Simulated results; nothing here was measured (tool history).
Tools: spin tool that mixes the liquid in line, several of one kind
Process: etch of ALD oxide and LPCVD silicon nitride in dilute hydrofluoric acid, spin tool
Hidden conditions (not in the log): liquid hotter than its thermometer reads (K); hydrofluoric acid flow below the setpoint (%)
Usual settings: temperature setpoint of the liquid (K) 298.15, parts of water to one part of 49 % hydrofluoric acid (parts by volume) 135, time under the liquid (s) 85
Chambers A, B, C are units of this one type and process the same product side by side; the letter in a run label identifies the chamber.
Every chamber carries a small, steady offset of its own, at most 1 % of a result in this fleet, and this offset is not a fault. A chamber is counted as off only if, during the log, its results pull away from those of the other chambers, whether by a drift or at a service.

run	hour	temperature setpoint of the liquid (K)	parts of water to one part of 49 % hydrofluoric acid (parts by volume)	time under the liquid (s)	hours since the thermometer was replaced	hours since the hydrofluoric acid flow meter was replaced	read-back film thickness of the ALD oxide reference wafer, read on the same gauge (nm)	read-back film thickness of the LPCVD silicon nitride reference wafer, read on the same gauge (nm)	thickness taken off the ALD oxide on a monitor wafer (Å)	thickness taken off the LPCVD silicon nitride on a monitor wafer (Å)
1C	6.3	298.15	135	85	1814.3	836.0	150.01	80.001	71.577	2.7079
2A	9.5	298.15	135	85	356.1	519.2	150.00	80.006	71.060	3.7096
3B	14.8	298.15	135	85	534.9	825.3	150.00	80.020	72.837	3.2151
4B	19.1	298.15	135	85	539.2	829.6	150.01	80.059	72.803	3.2505
5C	23.4	298.15	135	85	1831.4	853.1	149.99	80.002	71.424	3.2516
6A	28.1	298.15	160	85	374.7	537.8	149.99	79.984	57.755	2.7041
7B	33.3	298.15	160	85	553.4	843.8	150.00	79.971	59.760	2.3837
8A	38.0	298.15	160	85	384.6	547.7	150.00	79.984	58.853	2.6420
9C	44.4	298.15	135	85	1852.4	874.1	149.99	80.010	71.990	3.0010
10B	47.8	298.15	135	85	567.9	858.3	150.01	80.004	72.341	3.0803
11C	52.8	298.15	135	85	1860.8	882.5	150.01	79.979	71.565	2.9249
12A	58.6	298.15	135	85	405.2	568.3	149.98	80.013	69.852	3.1773
13B	64.8	298.15	135	85	584.9	875.3	150.00	79.957	71.929	3.3193
14C	69.2	296.15	135	110	1877.2	898.9	149.98	80.021	85.513	4.4338
15A	73.3	296.15	135	110	419.9	583.0	149.99	79.959	85.090	3.6349
16C	78.6	296.15	135	110	1886.6	908.3	150.00	80.014	85.295	3.6339
17B	85.6	298.15	135	85	605.7	896.1	150.00	79.979	72.839	2.9232
18A	92.7	298.15	135	85	439.3	602.4	150.00	79.991	70.484	3.3921
19A	98.6	298.15	135	85	445.2	608.3	150.01	80.002	69.971	2.7395
20C	104.3	298.15	135	85	1912.3	934.0	150.01	80.013	71.910	2.8539
21B	110.8	298.15	135	85	630.9	921.3	150.01	79.972	72.512	3.1990
# hour 113.3: chamber C: thermometer replaced
22A	117.6	298.15	135	85	464.2	627.3	150.02	80.039	69.203	3.3664
23B	122.1	298.15	135	85	642.2	932.6	149.97	79.991	72.501	3.5543
24C	128.3	298.15	135	85	15.0	958.0	150.01	80.001	71.084	3.3310
25A	134.6	298.15	195	85	481.2	644.3	149.99	80.012	43.882	2.0705
26B	141.5	298.15	195	85	661.6	952.0	149.98	79.973	46.732	2.3493
27C	144.9	298.15	195	85	31.6	974.6	150.00	79.998	46.149	2.3232
28A	150.5	298.15	135	85	497.1	660.2	150.00	79.985	67.416	3.1787
29C	154.0	298.15	135	85	40.7	983.7	150.00	79.970	71.034	3.3093
30B	160.0	298.15	135	85	680.1	970.5	149.99	79.985	73.000	3.2579
31A	163.4	298.15	135	85	510.0	673.1	150.00	80.008	67.996	3.3800
32B	168.6	298.15	135	85	688.7	979.1	150.00	79.980	71.775	3.6982
33C	175.1	295.15	110	85	61.8	1004.8	149.99	80.003	79.599	3.1632
34C	180.4	295.15	110	85	67.1	1010.1	150.01	79.983	80.939	2.9943
35B	186.2	295.15	110	85	706.3	996.7	150.00	80.026	82.284	2.6718

Decide between three cases: one chamber stands off from its peers, the gauge reading all wafers drifts, or nothing is wrong past each chamber's small offset. Where a chamber is off, say which and what most likely put it there.

Chamber A drifts away from the others.
Cause: hydrofluoric acid flow below the setpoint (%) = 5.63.

Chamber A could run next with any of the 4 candidate recipes listed below; each alters the usual settings, and their results appear as question marks. Which one brings its results back in line with what the other chambers deliver on the usual settings?
In-line tolerance around the mean of the other chambers on the usual settings: thickness taken off the ALD oxide on a monitor wafer (Å) 1.800; thickness taken off the LPCVD silicon nitride on a monitor wafer (Å) 0.9000
36A-1	191.3	298.65	145	85					?	?
36A-2	191.3	297.65	125	85					?	?
36A-3	191.3	298.65	140	85					?	?
36A-4	191.3	297.65	130	85					?	?

Average result of the remaining chambers running the usual settings: thickness taken off the ALD oxide on a monitor wafer (Å) 72.019; thickness taken off the LPCVD silicon nitride on a monitor wafer (Å) 3.2717
run	thickness taken off the ALD oxide on a monitor wafer (Å)	thickness taken off the LPCVD silicon nitride on a monitor wafer (Å)
36A-1	62.863	3.0195
36A-2	72.054	3.2845
36A-3	65.532	3.1274
36A-4	68.831	3.1585
With 36A-2, the chamber falls back in line with the rest.

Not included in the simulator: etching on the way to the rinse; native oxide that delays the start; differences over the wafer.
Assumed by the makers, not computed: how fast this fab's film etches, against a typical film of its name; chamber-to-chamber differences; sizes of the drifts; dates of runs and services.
